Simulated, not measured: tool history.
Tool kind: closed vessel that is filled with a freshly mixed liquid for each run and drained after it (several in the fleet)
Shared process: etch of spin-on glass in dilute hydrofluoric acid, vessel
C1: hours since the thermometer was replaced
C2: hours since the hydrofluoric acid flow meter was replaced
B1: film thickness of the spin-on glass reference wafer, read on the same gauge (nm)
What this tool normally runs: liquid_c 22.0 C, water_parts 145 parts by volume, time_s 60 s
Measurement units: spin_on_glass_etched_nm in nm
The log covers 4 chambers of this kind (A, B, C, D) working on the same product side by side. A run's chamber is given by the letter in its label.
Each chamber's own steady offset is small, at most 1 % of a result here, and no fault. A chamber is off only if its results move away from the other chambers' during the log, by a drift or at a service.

run 1A hour=3.4 | liquid_c=22.0 water_parts=145 time_s=60 | C1=825.9 C2=962.0 | B1=149.97 | spin_on_glass_etched_nm=16.715
run 2C hour=5.9 | liquid_c=22.0 water_parts=145 time_s=60 | C1=1098.0 C2=1239.2 | B1=150.03 | spin_on_glass_etched_nm=16.649
run 3B hour=10.7 | liquid_c=22.0 water_parts=145 time_s=60 | C1=1612.4 C2=409.1 | B1=150.00 | spin_on_glass_etched_nm=16.612
run 4D hour=16.1 | liquid_c=22.0 water_parts=145 time_s=60 | C1=944.0 C2=1000.7 | B1=150.01 | spin_on_glass_etched_nm=16.744
run 5C hour=19.0 | liquid_c=24.5 water_parts=145 time_s=60 | C1=1111.1 C2=1252.3 | B1=149.98 | spin_on_glass_etched_nm=18.195
run 6D hour=21.5 | liquid_c=24.5 water_parts=145 time_s=60 | C1=949.4 C2=1006.1 | B1=150.00 | spin_on_glass_etched_nm=18.281
run 7B hour=27.2 | liquid_c=24.5 water_parts=145 time_s=60 | C1=1628.9 C2=425.6 | B1=150.00 | spin_on_glass_etched_nm=18.579
run 8A hour=31.4 | liquid_c=24.5 water_parts=145 time_s=60 | C1=853.9 C2=990.0 | B1=149.98 | spin_on_glass_etched_nm=18.656
run 9B hour=36.4 | liquid_c=22.0 water_parts=145 time_s=60 | C1=1638.1 C2=434.8 | B1=149.99 | spin_on_glass_etched_nm=16.834
run 10A hour=40.4 | liquid_c=22.0 water_parts=145 time_s=60 | C1=862.9 C2=999.0 | B1=149.95 | spin_on_glass_etched_nm=16.800
run 11D hour=43.9 | liquid_c=22.0 water_parts=145 time_s=60 | C1=971.8 C2=1028.5 | B1=150.00 | spin_on_glass_etched_nm=16.668
run 12C hour=46.4 | liquid_c=25.0 water_parts=145 time_s=45 | C1=1138.5 C2=1279.7 | B1=150.00 | spin_on_glass_etched_nm=14.120
run 13D hour=50.9 | liquid_c=25.0 water_parts=145 time_s=45 | C1=978.8 C2=1035.5 | B1=149.99 | spin_on_glass_etched_nm=14.174
run 14A hour=54.4 | liquid_c=25.0 water_parts=145 time_s=45 | C1=876.9 C2=1013.0 | B1=150.02 | spin_on_glass_etched_nm=14.138
run 15B hour=56.9 | liquid_c=25.0 water_parts=145 time_s=45 | C1=1658.6 C2=455.3 | B1=149.98 | spin_on_glass_etched_nm=14.556
run 16C hour=61.0 | liquid_c=22.0 water_parts=145 time_s=60 | C1=1153.1 C2=1294.3 | B1=150.01 | spin_on_glass_etched_nm=16.733
run 17B hour=64.2 | liquid_c=22.0 water_parts=145 time_s=60 | C1=1665.9 C2=462.6 | B1=150.00 | spin_on_glass_etched_nm=17.303
run 18D hour=69.6 | liquid_c=22.0 water_parts=145 time_s=60 | C1=997.5 C2=1054.2 | B1=149.97 | spin_on_glass_etched_nm=16.737
run 19C hour=75.2 | liquid_c=19.5 water_parts=145 time_s=70 | C1=1167.3 C2=1308.5 | B1=150.02 | spin_on_glass_etched_nm=17.591
run 20A hour=78.9 | liquid_c=19.5 water_parts=145 time_s=70 | C1=901.4 C2=1037.5 | B1=149.99 | spin_on_glass_etched_nm=17.836
run 21C hour=84.3 | liquid_c=19.5 water_parts=145 time_s=70 | C1=1176.4 C2=1317.6 | B1=149.99 | spin_on_glass_etched_nm=17.489
run 22B hour=87.3 | liquid_c=19.5 water_parts=145 time_s=70 | C1=1689.0 C2=485.7 | B1=149.96 | spin_on_glass_etched_nm=18.686
run 23A hour=92.5 | liquid_c=22.0 water_parts=145 time_s=60 | C1=915.0 C2=1051.1 | B1=150.01 | spin_on_glass_etched_nm=16.822
run 24D hour=97.4 | liquid_c=22.0 water_parts=145 time_s=60 | C1=1025.3 C2=1082.0 | B1=149.99 | spin_on_glass_etched_nm=16.721
run 25C hour=101.0 | liquid_c=22.0 water_parts=145 time_s=60 | C1=1193.1 C2=1334.3 | B1=150.00 | spin_on_glass_etched_nm=16.646
run 26A hour=105.9 | liquid_c=22.0 water_parts=145 time_s=60 | C1=928.4 C2=1064.5 | B1=150.01 | spin_on_glass_etched_nm=16.755
run 27B hour=109.0 | liquid_c=22.0 water_parts=145 time_s=60 | C1=1710.7 C2=507.4 | B1=150.01 | spin_on_glass_etched_nm=18.110
run 28D hour=112.8 | liquid_c=22.0 water_parts=145 time_s=60 | C1=1040.7 C2=1097.4 | B1=149.99 | spin_on_glass_etched_nm=16.916
run 29D hour=118.3 | liquid_c=22.0 water_parts=205 time_s=60 | C1=1046.2 C2=1102.9 | B1=149.98 | spin_on_glass_etched_nm=11.205

All chambers now run identical settings, listed one chamber a line with results as question marks. What results will each chamber show?
run 30A hour=122.5 | liquid_c=22.0 water_parts=215 time_s=60 | spin_on_glass_etched_nm=?
run 30B hour=122.5 | liquid_c=22.0 water_parts=215 time_s=60 | spin_on_glass_etched_nm=?
run 30C hour=122.5 | liquid_c=22.0 water_parts=215 time_s=60 | spin_on_glass_etched_nm=?
run 30D hour=122.5 | liquid_c=22.0 water_parts=215 time_s=60 | spin_on_glass_etched_nm=?

run=30A spin_on_glass_etched_nm=10.544
run=30B spin_on_glass_etched_nm=11.273
run=30C spin_on_glass_etched_nm=10.553
run=30D spin_on_glass_etched_nm=10.554

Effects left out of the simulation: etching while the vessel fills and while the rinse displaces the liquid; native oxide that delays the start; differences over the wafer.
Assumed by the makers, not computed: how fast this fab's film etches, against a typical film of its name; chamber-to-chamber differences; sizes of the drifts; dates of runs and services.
